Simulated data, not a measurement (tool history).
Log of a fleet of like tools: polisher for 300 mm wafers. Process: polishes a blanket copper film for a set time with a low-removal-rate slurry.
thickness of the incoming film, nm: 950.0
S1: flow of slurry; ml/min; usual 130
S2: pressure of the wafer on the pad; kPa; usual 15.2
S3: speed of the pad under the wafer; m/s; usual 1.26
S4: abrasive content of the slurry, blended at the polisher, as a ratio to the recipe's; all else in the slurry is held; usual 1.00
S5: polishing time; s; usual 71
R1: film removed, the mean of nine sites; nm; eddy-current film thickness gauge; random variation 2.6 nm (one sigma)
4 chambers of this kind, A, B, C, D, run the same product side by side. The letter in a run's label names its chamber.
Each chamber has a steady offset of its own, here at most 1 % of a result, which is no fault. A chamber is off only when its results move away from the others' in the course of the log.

{"run": "1C", "hour": 3.5, "S1": 130, "S2": 15.2, "S3": 1.26, "S4": 1.0, "S5": 71, "R1": 232.49}
{"run": "2D", "hour": 8.5, "S1": 130, "S2": 15.2, "S3": 1.26, "S4": 1.0, "S5": 71, "R1": 229.62}
{"run": "3B", "hour": 13.8, "S1": 130, "S2": 15.2, "S3": 1.26, "S4": 1.0, "S5": 71, "R1": 232.68}
{"hour": 17.7, "done": "chamber D: slurry blender recalibrated"}
{"run": "4A", "hour": 18.0, "S1": 130, "S2": 15.2, "S3": 1.26, "S4": 1.0, "S5": 71, "R1": 230.72}
{"hour": 19.6, "done": "chamber D: worn pad replaced by a new one"}
{"run": "5A", "hour": 21.5, "S1": 130, "S2": 15.2, "S3": 1.26, "S4": 1.0, "S5": 71, "R1": 227.17}
{"run": "6C", "hour": 26.6, "S1": 130, "S2": 15.2, "S3": 1.26, "S4": 1.0, "S5": 71, "R1": 231.65}
{"hour": 29.1, "done": "chamber A: worn pad replaced by a new one"}
{"run": "7D", "hour": 31.0, "S1": 130, "S2": 15.2, "S3": 1.66, "S4": 0.85, "S5": 71, "R1": 290.77}
{"run": "8B", "hour": 34.4, "S1": 130, "S2": 15.2, "S3": 1.66, "S4": 0.85, "S5": 71, "R1": 293.27}
{"hour": 35.5, "done": "chamber B: slurry blender recalibrated"}
{"run": "9B", "hour": 37.7, "S1": 130, "S2": 15.2, "S3": 1.66, "S4": 0.85, "S5": 71, "R1": 289.13}
{"run": "10C", "hour": 40.4, "S1": 130, "S2": 15.2, "S3": 1.66, "S4": 0.85, "S5": 71, "R1": 290.03}
{"run": "11A", "hour": 43.2, "S1": 130, "S2": 15.2, "S3": 0.96, "S4": 1.0, "S5": 50, "R1": 121.49}
{"run": "12D", "hour": 45.9, "S1": 130, "S2": 15.2, "S3": 0.96, "S4": 1.0, "S5": 50, "R1": 123.2}
{"hour": 49.2, "done": "chamber C: worn pad replaced by a new one"}
{"run": "13A", "hour": 49.6, "S1": 130, "S2": 15.2, "S3": 0.96, "S4": 1.0, "S5": 50, "R1": 121.63}
{"hour": 49.7, "done": "chamber C: slurry nozzle cleaned"}
{"run": "14B", "hour": 52.4, "S1": 130, "S2": 15.2, "S3": 0.96, "S4": 1.0, "S5": 50, "R1": 123.18}
{"hour": 54.1, "done": "chamber B: worn pad replaced by a new one"}
{"run": "15C", "hour": 55.6, "S1": 130, "S2": 15.2, "S3": 1.26, "S4": 1.0, "S5": 71, "R1": 232.23}
{"run": "16D", "hour": 58.9, "S1": 130, "S2": 15.2, "S3": 1.26, "S4": 1.0, "S5": 71, "R1": 234.87}
{"run": "17B", "hour": 62.7, "S1": 110, "S2": 15.2, "S3": 1.26, "S4": 1.0, "S5": 71, "R1": 220.16}
{"run": "18D", "hour": 65.9, "S1": 110, "S2": 15.2, "S3": 1.26, "S4": 1.0, "S5": 71, "R1": 220.69}
{"run": "19A", "hour": 69.7, "S1": 110, "S2": 15.2, "S3": 1.26, "S4": 1.0, "S5": 71, "R1": 211.53}
{"run": "20C", "hour": 73.2, "S1": 110, "S2": 15.2, "S3": 1.26, "S4": 1.0, "S5": 71, "R1": 224.1}
{"run": "21D", "hour": 77.4, "S1": 130, "S2": 15.2, "S3": 1.26, "S4": 1.0, "S5": 71, "R1": 228.79}
{"run": "22C", "hour": 80.4, "S1": 130, "S2": 15.2, "S3": 1.26, "S4": 1.0, "S5": 71, "R1": 232.42}
{"hour": 82.5, "done": "chamber D: worn pad replaced by a new one"}
{"run": "23B", "hour": 85.6, "S1": 150, "S2": 15.2, "S3": 1.26, "S4": 1.0, "S5": 53, "R1": 175.43}
{"run": "24A", "hour": 89.6, "S1": 150, "S2": 15.2, "S3": 1.26, "S4": 1.0, "S5": 53, "R1": 168.71}
{"hour": 93.0, "done": "chamber A: worn pad replaced by a new one"}
{"run": "25C", "hour": 94.5, "S1": 150, "S2": 15.2, "S3": 1.26, "S4": 1.0, "S5": 53, "R1": 174.5}
{"run": "26B", "hour": 98.0, "S1": 150, "S2": 15.2, "S3": 1.26, "S4": 1.0, "S5": 53, "R1": 176.92}
{"run": "27A", "hour": 102.2, "S1": 130, "S2": 15.2, "S3": 1.26, "S4": 1.0, "S5": 71, "R1": 209.46}
{"run": "28D", "hour": 105.7, "S1": 130, "S2": 15.2, "S3": 1.26, "S4": 1.0, "S5": 71, "R1": 230.67}
{"run": "29D", "hour": 110.1, "S1": 130, "S2": 15.2, "S3": 0.94, "S4": 1.0, "S5": 71, "R1": 170.6}
{"run": "30B", "hour": 113.9, "S1": 130, "S2": 15.2, "S3": 0.94, "S4": 1.0, "S5": 71, "R1": 170.73}
{"run": "31A", "hour": 118.9, "S1": 130, "S2": 15.2, "S3": 0.94, "S4": 1.0, "S5": 71, "R1": 156.99}
{"hour": 121.0, "done": "chamber C: worn pad replaced by a new one"}
{"run": "32C", "hour": 124.0, "S1": 130, "S2": 15.2, "S3": 0.94, "S4": 1.0, "S5": 71, "R1": 172.58}

All 4 chambers run these settings next. Forecast each chamber's results:
{"run": "33A", "hour": 128.0, "S1": 130, "S2": 15.2, "S3": 1.26, "S4": 1.0, "S5": 94, "R1": "?"}
{"run": "33B", "hour": 128.0, "S1": 130, "S2": 15.2, "S3": 1.26, "S4": 1.0, "S5": 94, "R1": "?"}
{"run": "33C", "hour": 128.0, "S1": 130, "S2": 15.2, "S3": 1.26, "S4": 1.0, "S5": 94, "R1": "?"}
{"run": "33D", "hour": 128.0, "S1": 130, "S2": 15.2, "S3": 1.26, "S4": 1.0, "S5": 94, "R1": "?"}

run=33A R1=269.69
run=33B R1=301.67
run=33C R1=308.36
run=33D R1=301.06
